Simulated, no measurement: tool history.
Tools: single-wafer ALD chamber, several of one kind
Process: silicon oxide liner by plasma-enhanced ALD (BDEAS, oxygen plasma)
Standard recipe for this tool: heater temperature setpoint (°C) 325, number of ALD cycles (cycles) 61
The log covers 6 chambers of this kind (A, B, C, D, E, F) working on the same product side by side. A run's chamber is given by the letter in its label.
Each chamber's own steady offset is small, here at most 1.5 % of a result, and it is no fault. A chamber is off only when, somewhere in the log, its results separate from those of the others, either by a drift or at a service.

run	hour	heater temperature setpoint (°C)	number of ALD cycles (cycles)	hours since the last thermocouple change	read-back reference wafer on the same gauge, thickness_nm	mean film thickness on the monitor wafer (nm)
1B	13.1	325	61	761.2	4.5048	5.5116
2C	24.5	325	61	832.7	4.4972	5.4722
3F	37.4	325	61	2522.1	4.499	5.5408
# hour 37.7: chamber F: thermocouple changed; heater temperature recalibrated
4D	47.8	325	61	1440.5	4.4998	5.4393
5A	54.1	325	61	1790.2	4.4992	5.5107
6E	64	325	61	499.5	4.5049	5.481
7F	70.4	325	61	32.8	4.5018	5.4369
8B	81.7	325	61	829.8	4.5002	5.4726
9C	95.9	325	61	904.1	4.5036	5.4991
10D	106.5	325	61	1499.2	4.4992	5.4209
11E	116.7	325	61	552.2	4.4997	5.4635
12A	123.8	319	70	1859.9	4.4966	6.3718
13C	136.9	319	70	945.1	4.4981	6.3019
14F	147.7	319	70	110.1	4.4943	6.3529
15A	161.4	319	70	1897.5	4.5039	6.3579
16D	169	319	70	1561.7	4.5031	6.2622
17E	181	319	70	616.5	4.4938	6.3515
18B	191.8	325	61	939.9	4.5005	5.5454
19A	200.7	325	61	1936.8	4.5053	5.5246
20F	211.6	325	61	174	4.4908	5.4664
21C	218	325	61	1026.2	4.5018	5.4771
22E	228.2	325	61	663.7	4.5035	5.4695
23D	235.1	325	61	1627.8	4.4931	5.4319
24B	241.9	325	61	990	4.4975	5.5301
# hour 247: chamber D: thermocouple changed; heater temperature recalibrated
25E	253.5	325	61	689	4.5004	5.468
26F	267.1	314	61	229.5	4.5063	5.5406
27B	274.2	314	61	1022.3	4.4943	5.6293
28A	280.4	314	61	2016.5	4.4978	5.6136
29D	290.1	314	61	43.1	4.496	5.4862
30C	299.6	314	61	1107.8	4.4929	5.566
31E	306	314	61	741.5	4.5029	5.5978
32B	314.2	325	61	1062.3	4.499	5.5583
33A	325.3	325	61	2061.4	4.5056	5.4694
34C	338.4	325	61	1146.6	4.5003	5.4729
35D	348.6	325	61	101.6	4.5005	5.4286
36F	361.5	319	65	323.9	4.4966	5.9201
37E	368.6	319	65	804.1	4.4966	5.9061
38A	376.5	319	65	2112.6	4.5063	5.9175
39D	385.1	319	65	138.1	4.4982	5.7818
40C	393.6	319	65	1201.8	4.5031	5.8941
41B	406.6	319	65	1154.7	4.4995	5.9224
42F	419.9	325	61	382.3	4.4967	5.4793
43E	428.6	325	61	864.1	4.4985	5.5414
44C	436	325	61	1244.2	4.5062	5.4709

Next, every chamber runs the same settings. What will each give?
45A	446.2	325	61			?
45B	446.2	325	61			?
45C	446.2	325	61			?
45D	446.2	325	61			?
45E	446.2	325	61			?
45F	446.2	325	61			?

run	mean film thickness on the monitor wafer (nm)
45A	5.533
45B	5.4964
45C	5.4445
45D	5.4183
45E	5.4246
45F	5.5378
